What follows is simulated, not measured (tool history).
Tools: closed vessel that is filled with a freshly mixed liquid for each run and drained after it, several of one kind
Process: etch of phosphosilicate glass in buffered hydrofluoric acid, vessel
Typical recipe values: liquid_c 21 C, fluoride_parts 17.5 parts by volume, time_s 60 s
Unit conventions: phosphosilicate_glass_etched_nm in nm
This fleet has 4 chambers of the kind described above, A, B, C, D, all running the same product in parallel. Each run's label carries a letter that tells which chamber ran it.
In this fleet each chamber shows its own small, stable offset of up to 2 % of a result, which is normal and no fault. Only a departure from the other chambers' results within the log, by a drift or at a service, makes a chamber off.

run	hour	liquid_c	fluoride_parts	time_s	read-back film thickness of the phosphosilicate glass reference wafer, read on the same gauge (nm)	phosphosilicate_glass_etched_nm
1B	6.8	21	17.5	60	129.98	265.21
2C	11.3	21	17.5	60	130	269.96
3A	14.9	21	17.5	60	130.01	268.62
4D	18.1	21	17.5	60	130.02	265.09
5B	22.5	21	17.5	60	130	258.43
6C	28.6	21	17.5	60	130.01	263.26
7D	32.2	21	17.5	60	130.02	267.24
8A	35.5	21	17.5	60	130	264.94
9B	40.8	21	17.5	60	129.99	259.32
10A	47.1	21	17.5	60	129.99	265.45
11C	52.8	21	20	90	129.98	353.34
12D	56.7	21	20	90	130.01	346.53
13B	60	21	20	90	130	348.22
14A	63.7	21	20	90	130.02	349.76
15D	70.2	21	17.5	60	130.01	263.93
16C	76.8	21	17.5	60	129.99	266.73
17C	81.6	21	17.5	60	129.98	261.19
18A	88.3	21	17.5	60	129.99	271.17
19B	92	21	17.5	60	130	265.13
20D	95.1	21	17.5	60	130	271.83
21B	100.4	21	17.5	60	130	259.58
22D	104.2	21	17.5	60	130	264.34
23A	107.8	21	17.5	60	130.02	277.85
24C	113.8	21	17.5	60	130.01	264.05
25C	119.2	21	17.5	60	130.02	265.27
26A	125.9	21	17.5	60	129.99	282.75
27D	132.4	21	17.5	60	130.01	265.86
28B	137.3	21	17.5	60	129.98	264.9
29B	140.5	21	17.5	60	129.99	265.56
30C	144.9	21	22.5	95	129.99	344.16
31A	148.9	21	22.5	95	130	368.06
32D	153.7	21	22.5	95	130.03	340.77
33C	159	21	22.5	95	130	334.55
34A	162.1	21	17.5	60	130.01	287.89
35B	166.6	21	17.5	60	130	260.26
36D	173.1	21	17.5	60	130.01	270.26
37A	179.7	21	14	60	129.99	365.11
38D	186.7	21	14	60	130.01	330.45
39B	193.2	21	14	60	130.01	325.12
40C	197.6	21	14	60	129.99	336.48
41D	200.9	21	17.5	60	130.01	270.06
42A	205.1	21	17.5	90	129.99	453.26
43C	210.6	21	17.5	90	129.99	400.72
44B	215.5	21	17.5	90	129.99	387.26

Which is it: a chamber that has drifted or been left off by a service, a gauge drift common to all chambers, or only each chamber's usual small offset? If a chamber is off, name it and its likeliest cause.

It is chamber A that slowly wanders off from its peers.
Cause: liquid hotter than its thermometer reads (K) = 2.36.
Not necessarily distinguishable in this log from: hydrofluoric acid flow above the setpoint (%).

Chamber A could run next with any of the 4 candidate recipes listed below; each alters the usual settings, and their results appear as question marks. Which one brings its results back in line with what the other chambers deliver on the usual settings?
Allowed miss from the other chambers' usual-settings mean, per result, to count as in line: phosphosilicate_glass_etched_nm 8.8 nm
45A-1	220.5	21.5	17	65		?
45A-2	220.5	20	19	60		?
45A-3	220.5	21.5	16.5	70		?
45A-4	220.5	19.5	20.5	60		?

Usual-settings mean across the other chambers: phosphosilicate_glass_etched_nm 265.29 nm
run	phosphosilicate_glass_etched_nm
45A-1	349.61
45A-2	266.57
45A-3	387.56
45A-4	242.47
It is 45A-2 that realigns the chamber with its peers.
